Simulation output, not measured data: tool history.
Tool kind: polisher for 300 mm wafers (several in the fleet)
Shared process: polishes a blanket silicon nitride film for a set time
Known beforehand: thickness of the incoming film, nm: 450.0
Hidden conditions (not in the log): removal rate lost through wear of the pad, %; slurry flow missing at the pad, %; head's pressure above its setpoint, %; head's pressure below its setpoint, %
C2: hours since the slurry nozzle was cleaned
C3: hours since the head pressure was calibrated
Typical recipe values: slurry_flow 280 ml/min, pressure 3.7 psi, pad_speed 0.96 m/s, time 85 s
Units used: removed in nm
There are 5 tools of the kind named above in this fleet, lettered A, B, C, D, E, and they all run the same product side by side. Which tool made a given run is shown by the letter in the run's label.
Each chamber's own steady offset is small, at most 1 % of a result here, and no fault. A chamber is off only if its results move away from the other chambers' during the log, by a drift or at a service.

{"day": 0.25, "done": "chamber D: worn pad replaced by a new one"}
{"run": "1E", "day": 0.333, "slurry_flow": 280, "pressure": 3.7, "pad_speed": 0.96, "time": 85, "wafers polished on this pad": 430, "C2": 457.8, "C3": 972.8, "removed": 147.87}
{"run": "2C", "day": 0.854, "slurry_flow": 280, "pressure": 3.7, "pad_speed": 0.96, "time": 85, "wafers polished on this pad": 510, "C2": 449.9, "C3": 1236.7, "removed": 153.59}
{"day": 1.0, "done": "chamber C: worn pad replaced by a new one"}
{"run": "3B", "day": 1.362, "slurry_flow": 280, "pressure": 3.7, "pad_speed": 0.96, "time": 85, "wafers polished on this pad": 462, "C2": 119.1, "C3": 376.7, "removed": 150.32}
{"run": "4A", "day": 1.85, "slurry_flow": 280, "pressure": 3.7, "pad_speed": 0.96, "time": 85, "wafers polished on this pad": 690, "C2": 190.6, "C3": 134.7, "removed": 149.27}
{"day": 1.958, "done": "chamber C: head pressure recalibrated"}
{"run": "5D", "day": 2.392, "slurry_flow": 280, "pressure": 3.7, "pad_speed": 0.96, "time": 85, "wafers polished on this pad": 401, "C2": 451.5, "C3": 1016.2, "removed": 151.71}
{"run": "6E", "day": 2.8, "slurry_flow": 280, "pressure": 3.7, "pad_speed": 0.96, "time": 85, "wafers polished on this pad": 893, "C2": 517, "C3": 1032, "removed": 148.54}
{"day": 2.971, "done": "chamber E: worn pad replaced by a new one"}
{"day": 3.004, "done": "chamber B: head pressure recalibrated"}
{"day": 3.238, "done": "chamber B: worn pad replaced by a new one"}
{"run": "7A", "day": 3.362, "slurry_flow": 280, "pressure": 3.7, "pad_speed": 0.96, "time": 85, "wafers polished on this pad": 974, "C2": 226.9, "C3": 171, "removed": 152.6}
{"day": 3.612, "done": "chamber A: worn pad replaced by a new one"}
{"run": "8B", "day": 3.638, "slurry_flow": 280, "pressure": 3.7, "pad_speed": 0.96, "time": 85, "wafers polished on this pad": 75, "C2": 173.7, "C3": 15.3, "removed": 151.61}
{"run": "9D", "day": 4.138, "slurry_flow": 200, "pressure": 3.7, "pad_speed": 0.96, "time": 85, "wafers polished on this pad": 729, "C2": 493.4, "C3": 1058.1, "removed": 143.17}
{"day": 4.504, "done": "chamber C: worn pad replaced by a new one"}
{"run": "10C", "day": 4.571, "slurry_flow": 200, "pressure": 3.7, "pad_speed": 0.96, "time": 85, "wafers polished on this pad": 12, "C2": 539.1, "C3": 62.8, "removed": 142.94}
{"day": 4.892, "done": "chamber E: slurry nozzle cleaned"}
{"run": "11D", "day": 4.988, "slurry_flow": 200, "pressure": 3.7, "pad_speed": 0.96, "time": 85, "wafers polished on this pad": 888, "C2": 513.8, "C3": 1078.5, "removed": 145.72}
{"run": "12C", "day": 5.412, "slurry_flow": 200, "pressure": 3.7, "pad_speed": 0.96, "time": 85, "wafers polished on this pad": 170, "C2": 559.3, "C3": 83, "removed": 148.15}
{"run": "13E", "day": 5.796, "slurry_flow": 200, "pressure": 3.7, "pad_speed": 0.96, "time": 85, "wafers polished on this pad": 530, "C2": 21.8, "C3": 1103.9, "removed": 144.41}
{"run": "14A", "day": 6.046, "slurry_flow": 280, "pressure": 3.7, "pad_speed": 0.96, "time": 85, "wafers polished on this pad": 456, "C2": 291.3, "C3": 235.4, "removed": 151.56}
{"run": "15B", "day": 6.4, "slurry_flow": 280, "pressure": 3.7, "pad_speed": 0.96, "time": 85, "wafers polished on this pad": 593, "C2": 240, "C3": 81.6, "removed": 150.4}
{"run": "16B", "day": 6.788, "slurry_flow": 280, "pressure": 3.7, "pad_speed": 0.96, "time": 85, "wafers polished on this pad": 665, "C2": 249.3, "C3": 90.9, "removed": 154.87}
{"day": 6.821, "done": "chamber A: slurry nozzle cleaned"}
{"run": "17D", "day": 7.05, "slurry_flow": 280, "pressure": 3.7, "pad_speed": 0.96, "time": 85, "wafers polished on this pad": 1275, "C2": 563.3, "C3": 1128, "removed": 149.23}
{"day": 7.092, "done": "chamber B: worn pad replaced by a new one"}
{"day": 7.346, "done": "chamber D: worn pad replaced by a new one"}
{"run": "18C", "day": 7.512, "slurry_flow": 320, "pressure": 3.7, "pad_speed": 0.96, "time": 85, "wafers polished on this pad": 564, "C2": 609.7, "C3": 133.4, "removed": 152.01}
{"run": "19E", "day": 7.762, "slurry_flow": 320, "pressure": 3.7, "pad_speed": 0.96, "time": 85, "wafers polished on this pad": 898, "C2": 69, "C3": 1151.1, "removed": 152.87}
{"run": "20A", "day": 8.054, "slurry_flow": 320, "pressure": 3.7, "pad_speed": 0.96, "time": 85, "wafers polished on this pad": 833, "C2": 29.6, "C3": 283.6, "removed": 153.61}
{"day": 8.1, "done": "chamber C: worn pad replaced by a new one"}
{"day": 8.321, "done": "chamber E: worn pad replaced by a new one"}
{"run": "21D", "day": 8.538, "slurry_flow": 320, "pressure": 3.7, "pad_speed": 0.96, "time": 85, "wafers polished on this pad": 223, "C2": 599, "C3": 1163.7, "removed": 148.24}
{"day": 8.721, "done": "chamber E: head pressure recalibrated"}
{"day": 8.804, "done": "chamber B: slurry nozzle cleaned"}
{"run": "22A", "day": 8.858, "slurry_flow": 320, "pressure": 3.7, "pad_speed": 0.96, "time": 85, "wafers polished on this pad": 984, "C2": 48.9, "C3": 302.9, "removed": 149.06}
{"day": 9.233, "done": "chamber A: worn pad replaced by a new one"}
{"run": "23B", "day": 9.346, "slurry_flow": 280, "pressure": 3.7, "pad_speed": 0.96, "time": 85, "wafers polished on this pad": 422, "C2": 13, "C3": 152.3, "removed": 149.16}
{"day": 9.488, "done": "chamber C: slurry nozzle cleaned"}
{"run": "24C", "day": 9.679, "slurry_flow": 280, "pressure": 3.7, "pad_speed": 0.96, "time": 85, "wafers polished on this pad": 296, "C2": 4.7, "C3": 185.4, "removed": 151.37}
{"day": 10.017, "done": "chamber D: head pressure recalibrated"}
{"run": "25E", "day": 10.171, "slurry_flow": 280, "pressure": 2.8, "pad_speed": 1.08, "time": 85, "wafers polished on this pad": 347, "C2": 126.8, "C3": 34.9, "removed": 123.57}
{"run": "26C", "day": 10.475, "slurry_flow": 280, "pressure": 2.8, "pad_speed": 1.08, "time": 85, "wafers polished on this pad": 445, "C2": 23.8, "C3": 204.5, "removed": 126.81}
{"day": 10.888, "done": "chamber C: worn pad replaced by a new one"}
{"run": "27A", "day": 10.962, "slurry_flow": 280, "pressure": 2.8, "pad_speed": 1.08, "time": 85, "wafers polished on this pad": 324, "C2": 99.4, "C3": 353.4, "removed": 124.09}
{"run": "28D", "day": 11.367, "slurry_flow": 280, "pressure": 2.8, "pad_speed": 1.08, "time": 85, "wafers polished on this pad": 754, "C2": 666.9, "C3": 32.4, "removed": 111.22}
{"day": 11.388, "done": "chamber B: worn pad replaced by a new one"}
{"run": "29B", "day": 11.608, "slurry_flow": 280, "pressure": 2.8, "pad_speed": 1.08, "time": 85, "wafers polished on this pad": 41, "C2": 67.3, "C3": 206.6, "removed": 125.94}
{"run": "30E", "day": 11.996, "slurry_flow": 280, "pressure": 3.7, "pad_speed": 0.96, "time": 85, "wafers polished on this pad": 689, "C2": 170.6, "C3": 78.7, "removed": 146.67}
{"run": "31D", "day": 12.442, "slurry_flow": 280, "pressure": 3.7, "pad_speed": 0.96, "time": 85, "wafers polished on this pad": 956, "C2": 692.7, "C3": 58.2, "removed": 138.73}
{"run": "32E", "day": 12.808, "slurry_flow": 280, "pressure": 3.7, "pad_speed": 0.96, "time": 61, "wafers polished on this pad": 841, "C2": 190.1, "C3": 98.2, "removed": 108.09}
{"day": 12.958, "done": "chamber E: worn pad replaced by a new one"}
{"run": "33C", "day": 13.346, "slurry_flow": 280, "pressure": 3.7, "pad_speed": 0.96, "time": 61, "wafers polished on this pad": 461, "C2": 92.7, "C3": 273.4, "removed": 109.72}
{"day": 13.638, "done": "chamber A: worn pad replaced by a new one"}
{"day": 13.846, "done": "chamber C: worn pad replaced by a new one"}
{"run": "34B", "day": 13.858, "slurry_flow": 280, "pressure": 3.7, "pad_speed": 0.96, "time": 61, "wafers polished on this pad": 463, "C2": 121.3, "C3": 260.6, "removed": 109.85}
{"run": "35A", "day": 14.208, "slurry_flow": 280, "pressure": 3.7, "pad_speed": 0.96, "time": 61, "wafers polished on this pad": 107, "C2": 177.3, "C3": 431.3, "removed": 107.05}
{"day": 14.408, "done": "chamber D: worn pad replaced by a new one"}
{"run": "36B", "day": 14.612, "slurry_flow": 280, "pressure": 3.7, "pad_speed": 0.96, "time": 61, "wafers polished on this pad": 605, "C2": 139.4, "C3": 278.7, "removed": 106.93}
{"run": "37C", "day": 14.9, "slurry_flow": 280, "pressure": 3.7, "pad_speed": 0.96, "time": 85, "wafers polished on this pad": 198, "C2": 130, "C3": 310.7, "removed": 151.74}
{"run": "38D", "day": 15.225, "slurry_flow": 280, "pressure": 3.7, "pad_speed": 0.96, "time": 85, "wafers polished on this pad": 153, "C2": 759.5, "C3": 125, "removed": 134.55}
{"run": "39E", "day": 15.521, "slurry_flow": 280, "pressure": 3.7, "pad_speed": 0.96, "time": 85, "wafers polished on this pad": 480, "C2": 255.2, "C3": 163.3, "removed": 146.35}
{"run": "40A", "day": 15.771, "slurry_flow": 280, "pressure": 3.7, "pad_speed": 0.96, "time": 85, "wafers polished on this pad": 400, "C2": 214.8, "C3": 468.8, "removed": 148.27}

All chambers now run identical settings, listed one chamber a line with results as question marks. What results will each chamber show?
{"run": "41A", "day": 16.175, "slurry_flow": 215, "pressure": 3.7, "pad_speed": 0.96, "time": 85, "removed": "?"}
{"run": "41B", "day": 16.175, "slurry_flow": 215, "pressure": 3.7, "pad_speed": 0.96, "time": 85, "removed": "?"}
{"run": "41C", "day": 16.175, "slurry_flow": 215, "pressure": 3.7, "pad_speed": 0.96, "time": 85, "removed": "?"}
{"run": "41D", "day": 16.175, "slurry_flow": 215, "pressure": 3.7, "pad_speed": 0.96, "time": 85, "removed": "?"}
{"run": "41E", "day": 16.175, "slurry_flow": 215, "pressure": 3.7, "pad_speed": 0.96, "time": 85, "removed": "?"}

run=41A removed=146.63
run=41B removed=146.36
run=41C removed=148.37
run=41D removed=129.25
run=41E removed=148.57

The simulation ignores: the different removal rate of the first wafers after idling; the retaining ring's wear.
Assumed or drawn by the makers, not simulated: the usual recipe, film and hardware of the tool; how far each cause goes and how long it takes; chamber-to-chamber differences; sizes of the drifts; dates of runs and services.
